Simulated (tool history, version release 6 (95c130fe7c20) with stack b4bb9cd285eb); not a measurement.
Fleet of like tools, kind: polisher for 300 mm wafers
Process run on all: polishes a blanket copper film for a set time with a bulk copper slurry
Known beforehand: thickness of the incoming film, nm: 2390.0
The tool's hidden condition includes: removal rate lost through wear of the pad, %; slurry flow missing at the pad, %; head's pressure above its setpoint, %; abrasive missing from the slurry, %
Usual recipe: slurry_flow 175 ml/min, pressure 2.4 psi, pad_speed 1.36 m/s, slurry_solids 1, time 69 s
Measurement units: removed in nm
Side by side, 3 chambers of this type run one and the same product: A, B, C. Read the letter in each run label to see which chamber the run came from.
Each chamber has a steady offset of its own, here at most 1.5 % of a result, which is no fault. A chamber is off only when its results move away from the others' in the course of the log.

| run | day | slurry_flow | pressure | pad_speed | slurry_solids | time | wafers polished on this pad | hours since the slurry nozzle was cleaned | hours since the head pressure was calibrated | hours since the slurry blender was calibrated | removed |
|---|---|---|---|---|---|---|---|---|---|---|---|
| 1A | 0.529 | 175 | 2.4 | 1.36 | 1 | 69 | 148 | 149.3 | 113.8 | 196.5 | 886.82 |
| 2B | 1.096 | 175 | 2.4 | 1.36 | 1 | 69 | 441 | 491.6 | 481 | 136.9 | 894.64 |
|  | 1.279 | chamber B: slurry blender recalibrated |
| 3C | 1.746 | 175 | 2.4 | 1.36 | 1 | 69 | 721 | 123 | 631.2 | 67.5 | 875.19 |
| 4C | 2.088 | 175 | 2.4 | 1.36 | 1 | 69 | 802 | 131.2 | 639.4 | 75.7 | 890.98 |
| 5B | 2.446 | 175 | 2.4 | 1.66 | 0.9 | 69 | 761 | 524 | 513.4 | 28 | 1076.7 |
| 6A | 3.067 | 175 | 2.4 | 1.66 | 0.9 | 69 | 750 | 210.2 | 174.7 | 257.4 | 1054.5 |
| 7C | 3.496 | 175 | 2.4 | 1.66 | 0.9 | 69 | 1136 | 165 | 673.2 | 109.5 | 1069.1 |
| 8A | 3.908 | 175 | 2.4 | 1.36 | 1 | 69 | 949 | 230.4 | 194.9 | 277.6 | 900.64 |
|  | 4.146 | chamber A: worn pad replaced by a new one |
|  | 4.238 | chamber A: slurry blender recalibrated |
| 9B | 4.4 | 175 | 2.4 | 1.36 | 1.1 | 69 | 1225 | 570.9 | 560.3 | 74.9 | 874.61 |
|  | 4.538 | chamber C: slurry blender recalibrated |
|  | 4.742 | chamber C: worn pad replaced by a new one |
| 10A | 5.046 | 175 | 2.4 | 1.36 | 1.1 | 69 | 213 | 257.7 | 222.2 | 19.5 | 902.94 |
| 11B | 5.692 | 175 | 2.4 | 1.36 | 1.1 | 69 | 1531 | 601.9 | 591.3 | 105.9 | 865.8 |
|  | 6.142 | chamber C: slurry nozzle cleaned |
| 12C | 6.246 | 175 | 2.4 | 1.36 | 1 | 69 | 356 | 2.6 | 739.2 | 41 | 894.33 |
| 13C | 6.85 | 175 | 2.4 | 1.36 | 1 | 69 | 499 | 17.1 | 753.7 | 55.5 | 890.31 |
|  | 7.092 | chamber B: slurry blender recalibrated |
| 14A | 7.512 | 175 | 2.4 | 1.36 | 1 | 69 | 798 | 316.9 | 281.4 | 78.7 | 864.7 |
| 15B | 8.092 | 175 | 2.4 | 1.36 | 1 | 69 | 2100 | 659.5 | 648.9 | 24.1 | 819.48 |
|  | 8.504 | chamber A: worn pad replaced by a new one |
| 16C | 8.662 | 175 | 2.4 | 1.36 | 1 | 69 | 929 | 60.6 | 797.2 | 99 | 873.53 |
| 17B | 9.138 | 130 | 2.4 | 1.08 | 1 | 69 | 2348 | 684.6 | 674 | 49.2 | 598.14 |
| 18A | 9.692 | 130 | 2.4 | 1.08 | 1 | 69 | 281 | 369.2 | 333.7 | 131 | 663.53 |
| 19A | 10.221 | 130 | 2.4 | 1.08 | 1 | 69 | 407 | 381.9 | 346.4 | 143.7 | 666.81 |
|  | 10.408 | chamber C: worn pad replaced by a new one |
| 20C | 10.525 | 175 | 2.4 | 1.36 | 1 | 69 | 28 | 105.3 | 841.9 | 143.7 | 870.42 |

Which is it: a chamber that has drifted or been left off by a service, a gauge drift common to all chambers, or only each chamber's usual small offset? If a chamber is off, name it and its likeliest cause.

Chamber B drifts away from the others.
What lies behind it: removal rate lost through wear of the pad, % = 11.4.
The log may not separate it from: slurry flow missing at the pad, %; head's pressure below its setpoint, %.

Chamber B could run next with any of the 4 candidate recipes listed below; each alters the usual settings, and their results appear as question marks. Which one brings its results back in line with what the other chambers deliver on the usual settings?
A result is in line if it is within this distance of the other chambers' mean on the usual settings: removed 35 nm
| 21B-1 | 11.004 | 175 | 2.5 | 1.42 | 1 | 72 |  |  |  |  | ? |
| 21B-2 | 11.004 | 175 | 2.3 | 1.26 | 1 | 69 |  |  |  |  | ? |
| 21B-3 | 11.004 | 180 | 2.6 | 1.5 | 1 | 75 |  |  |  |  | ? |
| 21B-4 | 11.004 | 175 | 2.1 | 1.16 | 1 | 69 |  |  |  |  | ? |

What the other chambers average on the usual settings: removed 889.26 nm
| run | removed |
|---|---|
| 21B-1 | 881.21 |
| 21B-2 | 687.89 |
| 21B-3 | 1013.9 |
| 21B-4 | 577.17 |
The right change is 21B-1: it brings the chamber back within the allowed miss of the others.
